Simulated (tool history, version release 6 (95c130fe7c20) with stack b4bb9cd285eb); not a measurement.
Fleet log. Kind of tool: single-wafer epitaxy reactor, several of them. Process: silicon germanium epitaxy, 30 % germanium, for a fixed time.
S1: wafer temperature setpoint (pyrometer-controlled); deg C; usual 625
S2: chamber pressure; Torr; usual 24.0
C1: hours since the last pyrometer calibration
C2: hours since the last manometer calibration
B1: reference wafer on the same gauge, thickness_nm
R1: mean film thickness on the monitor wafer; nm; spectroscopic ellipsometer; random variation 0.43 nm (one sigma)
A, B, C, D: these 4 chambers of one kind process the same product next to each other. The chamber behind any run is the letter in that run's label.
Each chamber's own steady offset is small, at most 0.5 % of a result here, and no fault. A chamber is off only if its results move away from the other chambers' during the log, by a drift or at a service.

run 1A day=0.108 | S1=625 S2=24.0 | C1=196.1 C2=287.8 | B1=97.050 | R1=98.924
run 2D day=0.238 | S1=625 S2=24.0 | C1=9.5 C2=586.6 | B1=97.175 | R1=98.914
run 3C day=0.375 | S1=625 S2=24.0 | C1=487.1 C2=1571.5 | B1=97.157 | R1=99.423
run 4B day=0.467 | S1=625 S2=24.0 | C1=219.8 C2=1858.2 | B1=97.266 | R1=98.508
run 5A day=0.583 | S1=625 S2=24.0 | C1=207.5 C2=299.2 | B1=97.119 | R1=98.666
run 6D day=0.746 | S1=625 S2=24.0 | C1=21.7 C2=598.8 | B1=97.192 | R1=99.150
run 7C day=0.904 | S1=625 S2=24.0 | C1=499.8 C2=1584.2 | B1=97.208 | R1=98.545
run 8B day=0.992 | S1=625 S2=24.0 | C1=232.4 C2=1870.8 | B1=97.144 | R1=99.006
run 9A day=1.129 | S1=625 S2=24.0 | C1=220.6 C2=312.3 | B1=97.117 | R1=98.308
run 10C day=1.221 | S1=625 S2=24.0 | C1=507.4 C2=1591.8 | B1=97.120 | R1=98.995
run 11B day=1.329 | S1=625 S2=24.0 | C1=240.5 C2=1878.9 | B1=97.156 | R1=98.969
run 12D day=1.404 | S1=625 S2=24.0 | C1=37.5 C2=614.6 | B1=97.160 | R1=98.723
run 13B day=1.575 | S1=625 S2=24.0 | C1=246.4 C2=1884.8 | B1=97.266 | R1=99.871
run 14D day=1.733 | S1=625 S2=24.0 | C1=45.4 C2=622.5 | B1=97.290 | R1=99.029
run 15A day=1.821 | S1=612 S2=28.0 | C1=237.2 C2=328.9 | B1=97.238 | R1=83.794
run 16C day=1.967 | S1=612 S2=28.0 | C1=525.3 C2=1609.7 | B1=97.149 | R1=83.603
run 17D day=2.108 | S1=612 S2=28.0 | C1=54.4 C2=631.5 | B1=97.283 | R1=83.998
run 18B day=2.208 | S1=612 S2=28.0 | C1=261.6 C2=1900.0 | B1=97.278 | R1=84.256
run 19A day=2.312 | S1=631 S2=27.6 | C1=249.0 C2=340.7 | B1=97.110 | R1=114.700
run 20C day=2.454 | S1=631 S2=27.6 | C1=537.0 C2=1621.4 | B1=97.204 | R1=116.340
run 21A day=2.550 | S1=631 S2=27.6 | C1=254.7 C2=346.4 | B1=97.164 | R1=115.990
run 22B day=2.662 | S1=631 S2=27.6 | C1=272.5 C2=1910.9 | B1=97.134 | R1=117.250
run 23D day=2.821 | S1=625 S2=24.0 | C1=71.5 C2=648.6 | B1=97.299 | R1=99.383
run 24C day=2.938 | S1=625 S2=24.0 | C1=548.6 C2=1633.0 | B1=97.163 | R1=99.308
run 25B day=3.092 | S1=625 S2=24.0 | C1=282.8 C2=1921.2 | B1=97.250 | R1=99.561
run 26D day=3.192 | S1=625 S2=24.0 | C1=80.4 C2=657.5 | B1=97.279 | R1=99.015
run 27A day=3.283 | S1=625 S2=24.0 | C1=272.3 C2=364.0 | B1=97.235 | R1=98.561
run 28C day=3.412 | S1=625 S2=24.0 | C1=560.0 C2=1644.4 | B1=97.083 | R1=99.199
run 29A day=3.525 | S1=625 S2=24.0 | C1=278.1 C2=369.8 | B1=97.162 | R1=98.617
run 30B day=3.692 | S1=625 S2=24.0 | C1=297.2 C2=1935.6 | B1=97.188 | R1=100.360
run 31C day=3.808 | S1=625 S2=24.0 | C1=569.5 C2=1653.9 | B1=97.209 | R1=98.826
run 32D day=3.946 | S1=625 S2=24.0 | C1=98.5 C2=675.6 | B1=97.234 | R1=99.144
run 33A day=4.092 | S1=625 S2=24.0 | C1=291.7 C2=383.4 | B1=97.167 | R1=97.718
run 34B day=4.242 | S1=625 S2=24.0 | C1=310.4 C2=1948.8 | B1=97.177 | R1=100.570
run 35C day=4.375 | S1=625 S2=24.0 | C1=583.1 C2=1667.5 | B1=97.327 | R1=99.020

Has any chamber moved away from the others, gradually or after a service, or does the common gauge drift, or do the chambers differ only by their own small steady offsets? State the chamber and the most likely cause if one applies.

It is chamber B that slowly wanders off from its peers.
Cause: wafer temperature above the value expected at the setpoint (K) = 1.45.
It could be hard to tell apart here from: true pressure above the setpoint (%).

Here are 4 candidates for chamber B's next run, each the usual settings with a change, their results left as question marks. Which one brings its results back in line with what the others give on the usual settings?
Counts as in line when no further than this from what the other chambers average on the usual settings: R1 1.500 nm
run 36B-1 day=4.500 | S1=622 S2=24.0 | R1=?
run 36B-2 day=4.500 | S1=628 S2=24.0 | R1=?
run 36B-3 day=4.500 | S1=624 S2=23.8 | R1=?
run 36B-4 day=4.500 | S1=626 S2=24.2 | R1=?

What the other chambers average on the usual settings: R1 98.864 nm
run=36B-1 R1=95.756
run=36B-2 R1=106.010
run=36B-3 R1=98.752
run=36B-4 R1=102.820
Change 36B-3 lands the chamber within the allowed miss of the other chambers.
